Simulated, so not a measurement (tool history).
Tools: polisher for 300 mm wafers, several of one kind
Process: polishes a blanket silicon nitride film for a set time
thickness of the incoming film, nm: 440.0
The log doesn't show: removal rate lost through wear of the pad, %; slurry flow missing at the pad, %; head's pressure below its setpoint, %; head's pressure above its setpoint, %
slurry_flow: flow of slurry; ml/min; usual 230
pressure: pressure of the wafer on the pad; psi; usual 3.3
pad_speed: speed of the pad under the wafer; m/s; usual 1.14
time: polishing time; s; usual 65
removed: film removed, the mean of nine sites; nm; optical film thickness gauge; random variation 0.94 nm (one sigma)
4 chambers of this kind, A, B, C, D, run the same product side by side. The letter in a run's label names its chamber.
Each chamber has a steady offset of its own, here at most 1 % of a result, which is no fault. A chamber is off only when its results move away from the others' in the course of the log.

run	hour	slurry_flow	pressure	pad_speed	time	wafers polished on this pad	hours since the slurry nozzle was cleaned	hours since the head pressure was calibrated	removed
# hour 11: chamber B: worn pad replaced by a new one
1A	15	230	3.3	1.14	65	472	490.6	533.6	127.11
2D	25.8	230	3.3	1.14	65	375	561.7	394.3	126.85
3C	41.7	230	3.3	1.14	65	854	174.6	158.6	129.18
# hour 41.8: chamber D: worn pad replaced by a new one
4B	53.5	230	3.3	1.14	65	358	261.2	660	128.2
# hour 54.1: chamber D: slurry nozzle cleaned
# hour 60.2: chamber A: worn pad replaced by a new one
# hour 62.5: chamber C: slurry nozzle cleaned
# hour 65.1: chamber C: worn pad replaced by a new one
5D	69.3	230	3.3	1.14	65	232	15.2	437.8	128.35
6A	78.8	230	3.3	1.14	65	157	554.4	597.4	127.33
7C	90.6	230	3.3	1.14	65	215	28.2	207.5	128.52
8B	100.7	230	2.2	1.14	46	755	308.4	707.2	61.398
# hour 102.7: chamber D: worn pad replaced by a new one
9B	112.5	230	2.2	1.14	46	855	320.2	719	61.307
10D	122.6	230	2.2	1.14	46	168	68.5	491.1	60.62
# hour 128.6: chamber B: worn pad replaced by a new one
11A	130.7	230	2.2	1.14	46	594	606.3	649.3	60.242
12C	146.2	230	3.3	1.14	65	683	83.8	263.1	130.73
# hour 160.6: chamber A: worn pad replaced by a new one
13D	161.5	230	3.3	1.14	65	495	107.4	530	127.96
# hour 163.7: chamber D: worn pad replaced by a new one
# hour 164.6: chamber A: slurry nozzle cleaned
14B	171	230	3.3	1.14	65	357	378.7	777.5	128.42
# hour 179.6: chamber C: worn pad replaced by a new one
# hour 182.3: chamber A: head pressure recalibrated
15A	183.3	230	3.3	1.14	65	191	18.7	1	116.61
16C	192.3	230	3.3	1.14	65	107	129.9	309.2	129.62
17A	201.3	230	3.3	1.14	65	343	36.7	19	116.96
18B	216.9	230	3.3	1.14	65	743	424.6	823.4	128.27
# hour 218.7: chamber D: worn pad replaced by a new one
19C	228.4	230	3.3	1.14	65	411	166	345.3	129.8
20D	236.6	230	3.3	1.14	65	150	182.5	605.1	127.6
# hour 247.2: chamber B: worn pad replaced by a new one
# hour 250.6: chamber A: worn pad replaced by a new one
21A	252.8	230	3.3	1.14	65	18	88.2	70.5	116.97
22D	263.7	230	3.3	1.14	65	379	209.6	632.2	126.76
23C	275.2	230	3.3	0.9	65	805	212.8	392.1	107.77
24B	286.9	230	3.3	0.9	65	334	494.6	893.4	106.48

Is one chamber off against the others, does the gauge drift, or is nothing wrong? If a chamber is off, say which, and what the likeliest cause is.

A service left chamber A off against the others.
Cause: head's pressure below its setpoint, % = 8.72.

Here are 4 candidates for chamber A's next run, each the usual settings with a change, their results left as question marks. Which one brings its results back in line with what the others give on the usual settings?
In line means no further than this from the other chambers' mean on the usual settings: removed 3.3 nm
25A-1	298.8	230	3.1	1.08	65				?
25A-2	298.8	230	3.3	1.16	66				?
25A-3	298.8	230	3.4	1.18	67				?
25A-4	298.8	230	3.3	1.12	64				?

The other chambers' mean on the usual settings: removed 128.53 nm
run	removed
25A-1	104.77
25A-2	119.84
25A-3	127.06
25A-4	113.04
25A-3 brings the chamber back in line.

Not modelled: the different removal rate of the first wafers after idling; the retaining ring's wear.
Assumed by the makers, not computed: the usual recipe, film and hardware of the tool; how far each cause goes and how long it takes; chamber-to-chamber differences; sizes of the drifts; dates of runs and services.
